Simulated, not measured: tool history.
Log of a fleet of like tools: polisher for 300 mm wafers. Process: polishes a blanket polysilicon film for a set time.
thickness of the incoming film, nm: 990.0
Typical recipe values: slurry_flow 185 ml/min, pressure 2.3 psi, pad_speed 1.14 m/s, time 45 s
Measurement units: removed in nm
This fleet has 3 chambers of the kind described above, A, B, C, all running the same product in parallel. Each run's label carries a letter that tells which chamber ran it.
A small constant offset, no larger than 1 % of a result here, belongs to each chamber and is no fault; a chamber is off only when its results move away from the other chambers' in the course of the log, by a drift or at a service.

run     day  slurry_flow  pressure  pad_speed  time  removed
 1B   0.317          185       2.3       1.14    45    412.8
 2C   0.775          185       2.3       1.14    45   419.11
        0.9  -- chamber A: head pressure recalibrated
      1.025  -- chamber B: slurry nozzle cleaned
 3A   1.092          185       2.3       1.14    45   421.82
      1.167  -- chamber A: worn pad replaced by a new one
      1.425  -- chamber B: head pressure recalibrated
 4B   1.588          185       2.3       1.14    45   418.24
      1.846  -- chamber B: worn pad replaced by a new one
 5A   1.921          185       2.3       1.14    45   420.84
 6C   2.208          185       2.3        0.9    36   267.19
      2.604  -- chamber C: worn pad replaced by a new one
 7A   2.625          185       2.3        0.9    36    266.7
 8B   2.921          185       2.3        0.9    36   263.05
 9C   3.438          185       2.3       1.14    45   423.45
10C   3.833          185       2.3       1.14    45   411.94
11B   4.192          185       2.3       1.14    45   415.41
12A    4.55          185       2.3       1.14    45   414.21
13A   4.992          185       2.3       1.14    45   415.77
      5.154  -- chamber B: worn pad replaced by a new one
      5.238  -- chamber A: worn pad replaced by a new one
14B   5.483          185       2.3       1.14    45   416.25
15C   5.788          185       2.3       1.14    45   415.37
      5.792  -- chamber C: slurry nozzle cleaned
16B   6.029          185       2.3       1.14    45   418.85
      6.171  -- chamber C: worn pad replaced by a new one
17C   6.567          185       2.3       1.14    45   419.65
18A   6.842          185       2.3       1.14    39   358.42
19B   7.212          185       2.3       1.14    39   366.13
20A   7.571          185       2.3       1.14    39   362.67
21C   8.033          185       2.3       1.14    45   417.27
       8.35  -- chamber A: worn pad replaced by a new one
22A    8.45          185       2.3       1.14    45   416.91
      8.508  -- chamber B: worn pad replaced by a new one
23B   8.842          185       2.3       1.14    45   422.78
24C   9.117          185       2.3       1.34    31   342.86
        9.2  -- chamber A: slurry nozzle cleaned
25B   9.633          185       2.3       1.34    31   343.64
      9.679  -- chamber C: worn pad replaced by a new one
26A  10.008          185       2.3       1.34    31   340.38
27C  10.371          185       2.3       1.14    45   424.98
28B  10.871          185       2.3       1.14    45   416.94
29C  11.392          185       2.3       1.14    45   418.23
     11.775  -- chamber B: worn pad replaced by a new one
30A  11.833          185       2.3       1.14    45   410.53
     12.162  -- chamber A: worn pad replaced by a new one
31A  12.354          185       2.3       1.14    45   426.36
32C  12.846          130       2.3       0.78    45   272.34
33B   13.35          130       2.3       0.78    45    260.8
     13.408  -- chamber C: worn pad replaced by a new one
34C  13.692          130       2.3       0.78    45    268.6

The same settings go to every chamber for the next run, one line per chamber below. Forecast the results for each:
35A  14.088          185       2.3       1.14    45        ?
35B  14.088          185       2.3       1.14    45        ?
35C  14.088          185       2.3       1.14    45        ?

run  removed
35A   406.04
35B   423.28
35C   426.73

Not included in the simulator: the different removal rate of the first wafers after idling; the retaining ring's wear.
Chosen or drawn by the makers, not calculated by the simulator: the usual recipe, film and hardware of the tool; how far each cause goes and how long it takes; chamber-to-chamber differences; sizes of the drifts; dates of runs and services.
